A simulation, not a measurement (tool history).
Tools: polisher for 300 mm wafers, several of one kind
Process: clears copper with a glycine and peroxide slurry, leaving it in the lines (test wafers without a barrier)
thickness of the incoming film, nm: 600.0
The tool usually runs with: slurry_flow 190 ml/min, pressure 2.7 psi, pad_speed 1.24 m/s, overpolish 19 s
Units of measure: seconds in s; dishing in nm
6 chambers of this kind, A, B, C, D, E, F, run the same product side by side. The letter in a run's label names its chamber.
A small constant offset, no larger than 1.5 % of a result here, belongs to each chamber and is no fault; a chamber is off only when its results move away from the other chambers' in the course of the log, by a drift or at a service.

run   hour  slurry_flow  pressure  pad_speed  overpolish  wafers polished on this pad  hours since the slurry nozzle was cleaned  hours since the head pressure was calibrated  seconds  dishing
 1C    9.7          190       2.7       1.24          19                          321                                      267.8                                         850.6   85.680   68.636
 2F   17.9          190       2.7       1.24          19                         1022                                      183.0                                        1104.0   85.345   66.605
 3E   27.4          190       2.7       1.24          19                          577                                      338.9                                         460.6   85.830   67.023
      35.7  -- chamber C: worn pad replaced by a new one
      38.5  -- chamber B: worn pad replaced by a new one
 4A   39.7          190       2.7       1.24          19                          569                                      402.1                                         194.4   84.121   66.310
      45.5  -- chamber D: worn pad replaced by a new one
 5B   51.4          190       2.7       1.24          19                          102                                      218.6                                         391.4   82.696   66.470
 6D   57.9          190       2.7       1.24          19                           97                                       73.5                                         509.7   82.288   67.725
      59.9  -- chamber F: head pressure recalibrated
 7C   69.3          190       3.1       1.24          19                          265                                      327.4                                         910.2   73.113   75.118
      69.8  -- chamber A: slurry nozzle cleaned
 8E   77.5          190       3.1       1.24          19                          971                                      389.0                                         510.7   75.566   71.778
 9F   83.4          190       3.1       1.24          19                         1537                                      248.5                                          23.6   74.354   72.184
10A   92.9          190       3.1       1.24          19                          987                                       23.1                                         247.6   74.164   73.820
      98.4  -- chamber F: worn pad replaced by a new one
11D   99.1          190       3.1       1.24          19                          422                                      114.7                                         550.9   74.343   73.308
     102.0  -- chamber A: worn pad replaced by a new one
12B  104.9          190       3.1       1.24          19                          523                                      272.1                                         444.9   75.356   73.134
13F  111.6          155       2.7       1.56          19                          104                                      276.7                                          51.8   71.391   72.502
14D  117.6          155       2.7       1.56          19                          567                                      133.2                                         569.4   72.277   72.807
     123.5  -- chamber C: worn pad replaced by a new one
15B  127.9          155       2.7       1.56          19                          704                                      295.1                                         467.9   73.321   71.866
     131.5  -- chamber B: head pressure recalibrated
     132.0  -- chamber C: head pressure recalibrated
16A  133.6          155       2.7       1.56          19                          249                                       63.8                                         288.3   73.066   74.608
17E  145.7          155       2.7       1.56          19                         1508                                      457.2                                         578.9   75.820   72.019
18C  158.2          155       2.7       1.56          19                          273                                      416.3                                          26.3   71.221   72.955
19B  166.1          190       2.7       1.24          19                         1005                                      333.3                                          34.6   83.287   66.625
20E  178.4          190       2.7       1.24          19                         1765                                      489.9                                         611.6   89.542   65.571
21A  186.1          190       2.7       1.24          19                          662                                      116.3                                         340.8   85.494   68.251
22D  192.7          190       2.7       1.24          19                         1159                                      208.3                                         644.5   84.638   67.346
     195.2  -- chamber C: worn pad replaced by a new one
     196.3  -- chamber B: worn pad replaced by a new one
23C  201.1          190       2.7       1.24          19                           46                                      459.2                                          69.2   81.921   69.763
     202.5  -- chamber F: slurry nozzle cleaned
     210.6  -- chamber A: worn pad replaced by a new one
24F  211.9          190       2.7       1.24          19                          893                                        9.5                                         152.1   85.962   66.732
25F  221.4          190       2.7       1.24          19                          968                                       19.0                                         161.6   83.169   67.591
     224.8  -- chamber D: worn pad replaced by a new one
26C  230.3          190       2.7       1.24          19                          276                                      488.4                                          98.4   84.337   67.792
     237.5  -- chamber C: slurry nozzle cleaned
27A  242.4          190       2.7       1.24          19                          250                                      172.6                                         397.1   84.635   69.436
28E  253.1          190       2.7       1.24          19                         2354                                      564.6                                         686.3   90.535   64.961
29B  259.5          190       2.7       1.24          19                          498                                      426.7                                         128.0   83.671   68.687
     269.2  -- chamber C: worn pad replaced by a new one
     271.2  -- chamber E: slurry nozzle cleaned
30D  271.6          190       2.4       1.46          19                          368                                      287.2                                         723.4   81.002   67.556
31E  277.7          190       2.4       1.46          19                         2547                                        6.6                                         710.9   88.924   65.441
     283.8  -- chamber B: slurry nozzle cleaned
32A  286.9          190       2.4       1.46          19                          600                                      217.1                                         441.6   81.487   66.522
     289.9  -- chamber F: worn pad replaced by a new one
33D  296.9          190       2.4       1.46          19                          568                                      312.5                                         748.7   80.528   69.158
34C  308.2          190       2.4       1.46          19                          307                                       70.7                                         176.3   81.076   68.798
35F  319.9          190       2.4       1.46          19                          236                                      117.5                                         260.1   80.292   68.847
36B  330.0          190       2.7       1.24          19                         1053                                       46.3                                         198.5   85.274   67.586
     334.8  -- chamber A: worn pad replaced by a new one
     338.7  -- chamber B: worn pad replaced by a new one
37A  338.7          225       2.7       1.24          19                           30                                      268.9                                         493.4   83.059   70.502
38F  346.8          225       2.7       1.24          19                          448                                      144.4                                         287.0   82.872   66.409
     348.2  -- chamber C: worn pad replaced by a new one
39E  355.2          225       2.7       1.24          19                         3157                                       84.1                                         788.4   89.931   63.243
40B  367.3          225       2.7       1.24          19                          225                                       83.6                                         235.8   81.837   69.138
41D  373.4          225       2.7       1.24          19                         1170                                      389.0                                         825.2   82.637   68.746
42C  384.2          225       2.7       1.24          19                          283                                      146.7                                         252.3   82.691   70.388
43E  390.9          190       2.7       1.24          19                         3439                                      119.8                                         824.1   93.942   62.031

The same settings go to every chamber for the next run, one line per chamber below. Forecast the results for each:
44A  399.8          190       2.7       1.24          19                                                                                                                              ?        ?
44B  399.8          190       2.7       1.24          19                                                                                                                              ?        ?
44C  399.8          190       2.7       1.24          19                                                                                                                              ?        ?
44D  399.8          190       2.7       1.24          19                                                                                                                              ?        ?
44E  399.8          190       2.7       1.24          19                                                                                                                              ?        ?
44F  399.8          190       2.7       1.24          19                                                                                                                              ?        ?

run  seconds  dishing
44A   83.831   67.435
44B   83.970   66.676
44C   83.855   69.945
44D   82.378   66.830
44E   93.552   63.213
44F   85.369   67.113
